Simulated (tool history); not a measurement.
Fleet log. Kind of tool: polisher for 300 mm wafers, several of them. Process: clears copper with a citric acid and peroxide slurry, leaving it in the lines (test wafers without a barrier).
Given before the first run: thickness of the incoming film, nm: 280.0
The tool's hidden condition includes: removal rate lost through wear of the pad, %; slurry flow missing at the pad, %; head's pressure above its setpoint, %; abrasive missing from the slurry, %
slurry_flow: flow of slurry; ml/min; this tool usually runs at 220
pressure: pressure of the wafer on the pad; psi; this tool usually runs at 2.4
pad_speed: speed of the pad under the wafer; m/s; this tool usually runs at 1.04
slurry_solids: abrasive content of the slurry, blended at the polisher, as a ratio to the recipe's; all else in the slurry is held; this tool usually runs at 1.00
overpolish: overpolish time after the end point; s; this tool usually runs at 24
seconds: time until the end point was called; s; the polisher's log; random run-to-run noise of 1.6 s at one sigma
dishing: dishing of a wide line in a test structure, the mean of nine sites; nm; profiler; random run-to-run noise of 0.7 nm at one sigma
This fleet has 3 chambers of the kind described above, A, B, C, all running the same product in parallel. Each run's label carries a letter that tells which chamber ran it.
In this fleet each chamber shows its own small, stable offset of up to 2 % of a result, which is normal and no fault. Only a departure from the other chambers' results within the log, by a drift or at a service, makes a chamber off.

| run | hour | slurry_flow | pressure | pad_speed | slurry_solids | overpolish | wafers polished on this pad | hours since the slurry nozzle was cleaned | hours since the head pressure was calibrated | hours since the slurry blender was calibrated | seconds | dishing |
|---|---|---|---|---|---|---|---|---|---|---|---|---|
| 1A | 4.5 | 220 | 2.4 | 1.04 | 1.00 | 24 | 898 | 43.2 | 366.8 | 240.6 | 130.580 | 36.964 |
| 2C | 9.0 | 220 | 2.4 | 1.04 | 1.00 | 24 | 787 | 212.2 | 951.0 | 46.1 | 130.760 | 34.527 |
| 3B | 15.3 | 220 | 2.4 | 1.04 | 1.00 | 24 | 741 | 84.6 | 480.2 | 142.8 | 129.920 | 35.475 |
| 4C | 23.7 | 220 | 2.4 | 1.04 | 1.00 | 24 | 844 | 226.9 | 965.7 | 60.8 | 130.350 | 34.338 |
| 5A | 29.4 | 220 | 2.4 | 1.04 | 1.00 | 24 | 995 | 68.1 | 391.7 | 265.5 | 130.910 | 35.772 |
|  | 33.9 | chamber A: worn pad replaced by a new one |
| 6B | 34.2 | 220 | 2.4 | 1.04 | 1.00 | 38 | 814 | 103.5 | 499.1 | 161.7 | 130.370 | 47.527 |
|  | 35.3 | chamber C: worn pad replaced by a new one |
| 7C | 39.1 | 220 | 2.4 | 1.04 | 1.00 | 38 | 14 | 242.3 | 981.1 | 76.2 | 128.630 | 51.831 |
| 8B | 43.0 | 220 | 2.4 | 1.04 | 1.00 | 38 | 849 | 112.3 | 507.9 | 170.5 | 130.140 | 50.619 |
| 9A | 47.6 | 220 | 2.4 | 0.68 | 1.00 | 24 | 53 | 86.3 | 409.9 | 283.7 | 199.710 | 23.723 |
| 10B | 54.9 | 220 | 2.4 | 0.68 | 1.00 | 24 | 895 | 124.2 | 519.8 | 182.4 | 200.610 | 24.903 |
| 11C | 63.4 | 220 | 2.4 | 0.68 | 1.00 | 24 | 109 | 266.6 | 1005.4 | 100.5 | 199.700 | 24.292 |
| 12A | 67.9 | 220 | 2.4 | 1.04 | 1.00 | 24 | 132 | 106.6 | 430.2 | 304.0 | 132.550 | 35.871 |
| 13A | 71.8 | 220 | 2.4 | 1.04 | 1.00 | 24 | 148 | 110.5 | 434.1 | 307.9 | 132.100 | 35.020 |
|  | 79.4 | chamber B: worn pad replaced by a new one |
| 14B | 80.0 | 220 | 2.4 | 1.04 | 1.00 | 24 | 2 | 149.3 | 544.9 | 207.5 | 130.920 | 34.774 |
|  | 84.1 | chamber A: slurry blender recalibrated |
| 15C | 88.1 | 220 | 2.4 | 1.04 | 1.00 | 24 | 206 | 291.3 | 1030.1 | 125.2 | 133.390 | 35.426 |
|  | 89.2 | chamber C: head pressure recalibrated |
| 16B | 91.8 | 220 | 2.4 | 1.04 | 1.00 | 24 | 48 | 161.1 | 556.7 | 219.3 | 130.070 | 34.584 |
| 17A | 97.3 | 260 | 2.2 | 1.04 | 1.00 | 24 | 247 | 136.0 | 459.6 | 13.2 | 139.180 | 33.194 |
| 18C | 102.0 | 260 | 2.2 | 1.04 | 1.00 | 24 | 260 | 305.2 | 12.9 | 139.1 | 132.730 | 35.045 |
| 19C | 110.5 | 260 | 2.2 | 1.04 | 1.00 | 24 | 293 | 313.7 | 21.4 | 147.6 | 128.990 | 34.994 |
| 20A | 118.1 | 220 | 2.4 | 1.04 | 1.00 | 24 | 329 | 156.8 | 480.4 | 34.0 | 128.960 | 36.773 |
| 21B | 125.8 | 220 | 2.4 | 1.04 | 1.00 | 24 | 181 | 195.1 | 590.7 | 253.3 | 132.280 | 34.938 |
| 22A | 130.6 | 220 | 1.7 | 1.04 | 1.00 | 14 | 377 | 169.3 | 492.9 | 46.5 | 184.100 | 15.444 |
| 23C | 136.2 | 220 | 1.7 | 1.04 | 1.00 | 14 | 394 | 339.4 | 47.1 | 173.3 | 171.090 | 16.784 |
| 24B | 141.1 | 220 | 1.7 | 1.04 | 1.00 | 14 | 241 | 210.4 | 606.0 | 268.6 | 180.050 | 15.731 |
| 25C | 146.2 | 220 | 2.4 | 1.04 | 1.00 | 24 | 433 | 349.4 | 57.1 | 183.3 | 119.520 | 37.667 |
| 26A | 153.9 | 220 | 2.4 | 1.04 | 1.00 | 24 | 469 | 192.6 | 516.2 | 69.8 | 131.710 | 36.058 |
| 27B | 159.2 | 220 | 2.4 | 1.04 | 1.00 | 24 | 312 | 228.5 | 624.1 | 286.7 | 132.180 | 34.701 |
| 28A | 165.2 | 220 | 2.4 | 1.04 | 1.00 | 24 | 513 | 203.9 | 527.5 | 81.1 | 129.020 | 35.707 |
| 29B | 169.7 | 220 | 2.4 | 1.04 | 1.00 | 24 | 353 | 239.0 | 634.6 | 297.2 | 131.030 | 35.963 |
| 30C | 176.2 | 220 | 2.4 | 1.04 | 1.00 | 24 | 550 | 379.4 | 87.1 | 213.3 | 120.190 | 36.753 |
| 31B | 184.7 | 220 | 2.4 | 1.26 | 1.15 | 24 | 411 | 254.0 | 649.6 | 312.2 | 104.610 | 41.114 |
| 32C | 190.1 | 220 | 2.4 | 1.26 | 1.15 | 24 | 604 | 393.3 | 101.0 | 227.2 | 95.874 | 44.758 |
| 33A | 195.2 | 220 | 2.4 | 1.26 | 1.15 | 24 | 630 | 233.9 | 557.5 | 111.1 | 106.660 | 42.517 |
| 34B | 203.6 | 220 | 2.4 | 1.04 | 1.00 | 24 | 485 | 272.9 | 668.5 | 331.1 | 127.580 | 35.043 |

One chamber off, gauge drift, or nothing amiss beyond the chambers' own small offsets? If it is a chamber, which one, and what is the likeliest cause?

A service on chamber C put it out of line with the rest.
Most likely cause: head's pressure above its setpoint, % = 9.47.

Which of the 4 candidates below, each the usual settings with something changed and its results left as question marks, puts chamber C back in line with what the other chambers give on the usual settings?
A result is in line if it is within this distance of the other chambers' mean on the usual settings: seconds 5.600 s; dishing 2.500 nm
| 35C-1 | 209.7 | 220 | 2.5 | 1.08 | 1.00 | 24 |  |  |  |  | ? | ? |
| 35C-2 | 209.7 | 220 | 2.6 | 1.12 | 1.00 | 24 |  |  |  |  | ? | ? |
| 35C-3 | 209.7 | 220 | 2.3 | 1.00 | 1.00 | 24 |  |  |  |  | ? | ? |
| 35C-4 | 209.7 | 220 | 2.2 | 0.96 | 1.00 | 24 |  |  |  |  | ? | ? |

The other chambers' mean on the usual settings: seconds 131.160 s; dishing 35.116 nm
| run | seconds | dishing |
|---|---|---|
| 35C-1 | 111.400 | 40.347 |
| 35C-2 | 103.370 | 42.976 |
| 35C-3 | 130.520 | 35.218 |
| 35C-4 | 141.960 | 32.729 |
35C-3 puts the chamber back in line with the other chambers.
